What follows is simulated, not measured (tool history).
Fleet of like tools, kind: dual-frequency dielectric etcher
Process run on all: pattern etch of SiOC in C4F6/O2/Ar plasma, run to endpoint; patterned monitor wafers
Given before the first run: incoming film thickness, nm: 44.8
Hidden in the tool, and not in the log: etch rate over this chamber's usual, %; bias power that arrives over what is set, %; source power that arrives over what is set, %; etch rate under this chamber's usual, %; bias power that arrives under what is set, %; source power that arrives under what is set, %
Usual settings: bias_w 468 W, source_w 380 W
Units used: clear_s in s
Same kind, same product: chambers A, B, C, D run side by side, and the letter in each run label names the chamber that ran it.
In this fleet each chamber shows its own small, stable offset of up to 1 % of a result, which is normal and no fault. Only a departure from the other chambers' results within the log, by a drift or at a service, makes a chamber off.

run	hour	bias_w	source_w	hours since the last wet clean	hours since the last bias power generator calibration	hours since the last source power generator calibration	clear_s
1A	4.3	468	380	108.9	530.2	2752.4	15.873
2D	6.5	468	380	537.7	769.9	223.0	15.748
3B	11.4	468	380	244.2	2244.9	1821.6	15.738
4C	15.2	468	380	77.7	705.7	1943.4	15.858
5D	17.6	468	380	548.8	781.0	234.1	15.863
6C	20.3	468	380	82.8	710.8	1948.5	15.922
7B	22.7	468	380	255.5	2256.2	1832.9	15.825
# hour 24.9: chamber D: wet clean of the chamber
8A	25.3	468	380	129.9	551.2	2773.4	15.812
9A	28.9	576	470	133.5	554.8	2777.0	13.545
10C	32.2	576	470	94.7	722.7	1960.4	13.530
11D	36.4	576	470	11.6	799.8	252.9	13.497
12B	39.9	576	470	272.7	2273.4	1850.1	13.588
13C	43.0	389	380	105.5	733.5	1971.2	16.977
14D	47.2	389	380	22.4	810.6	263.7	16.936
15A	51.2	389	380	155.8	577.1	2799.3	17.041
16B	53.9	389	380	286.7	2287.4	1864.1	16.916
# hour 54.2: chamber C: source power generator calibrated
17B	56.7	468	380	289.5	2290.2	1866.9	15.821
18A	59.5	512	380	164.1	585.4	2807.6	15.281
19C	61.8	512	380	124.3	752.3	7.6	15.303
20D	65.7	512	380	40.9	829.1	282.2	15.302
21B	69.7	512	380	302.5	2303.2	1879.9	15.277
22C	73.1	468	380	135.6	763.6	18.9	15.823
23A	77.7	468	380	182.3	603.6	2825.8	15.824
24D	82.7	468	380	57.9	846.1	299.2	15.740
25A	87.2	532	300	191.8	613.1	2835.3	16.532
26D	91.9	532	300	67.1	855.3	308.4	16.339
27B	94.5	532	300	327.3	2328.0	1904.7	16.583
28C	97.7	532	300	160.2	788.2	43.5	16.493
29A	101.0	468	380	205.6	626.9	2849.1	15.833
30B	104.5	561	460	337.3	2338.0	1914.7	13.958
31D	108.7	561	460	83.9	872.1	325.2	13.770
32C	113.0	561	460	175.5	803.5	58.8	13.778
33C	116.9	561	460	179.4	807.4	62.7	13.716
34D	119.3	468	380	94.5	882.7	335.8	15.845
35A	123.2	468	380	227.8	649.1	2871.3	15.907
36B	126.6	468	450	359.4	2360.1	1936.8	15.320
37D	131.3	468	450	106.5	894.7	347.8	14.898
38B	136.0	468	450	368.8	2369.5	1946.2	15.161
39C	140.5	468	450	203.0	831.0	86.3	14.819
40A	144.0	468	380	248.6	669.9	2892.1	15.859
41C	148.3	518	380	210.8	838.8	94.1	15.297

All chambers now run identical settings, listed one chamber a line with results as question marks. What results will each chamber show?
42A	152.0	562	380				?
42B	152.0	562	380				?
42C	152.0	562	380				?
42D	152.0	562	380				?

run	clear_s
42A	14.725
42B	15.253
42C	14.718
42D	14.786

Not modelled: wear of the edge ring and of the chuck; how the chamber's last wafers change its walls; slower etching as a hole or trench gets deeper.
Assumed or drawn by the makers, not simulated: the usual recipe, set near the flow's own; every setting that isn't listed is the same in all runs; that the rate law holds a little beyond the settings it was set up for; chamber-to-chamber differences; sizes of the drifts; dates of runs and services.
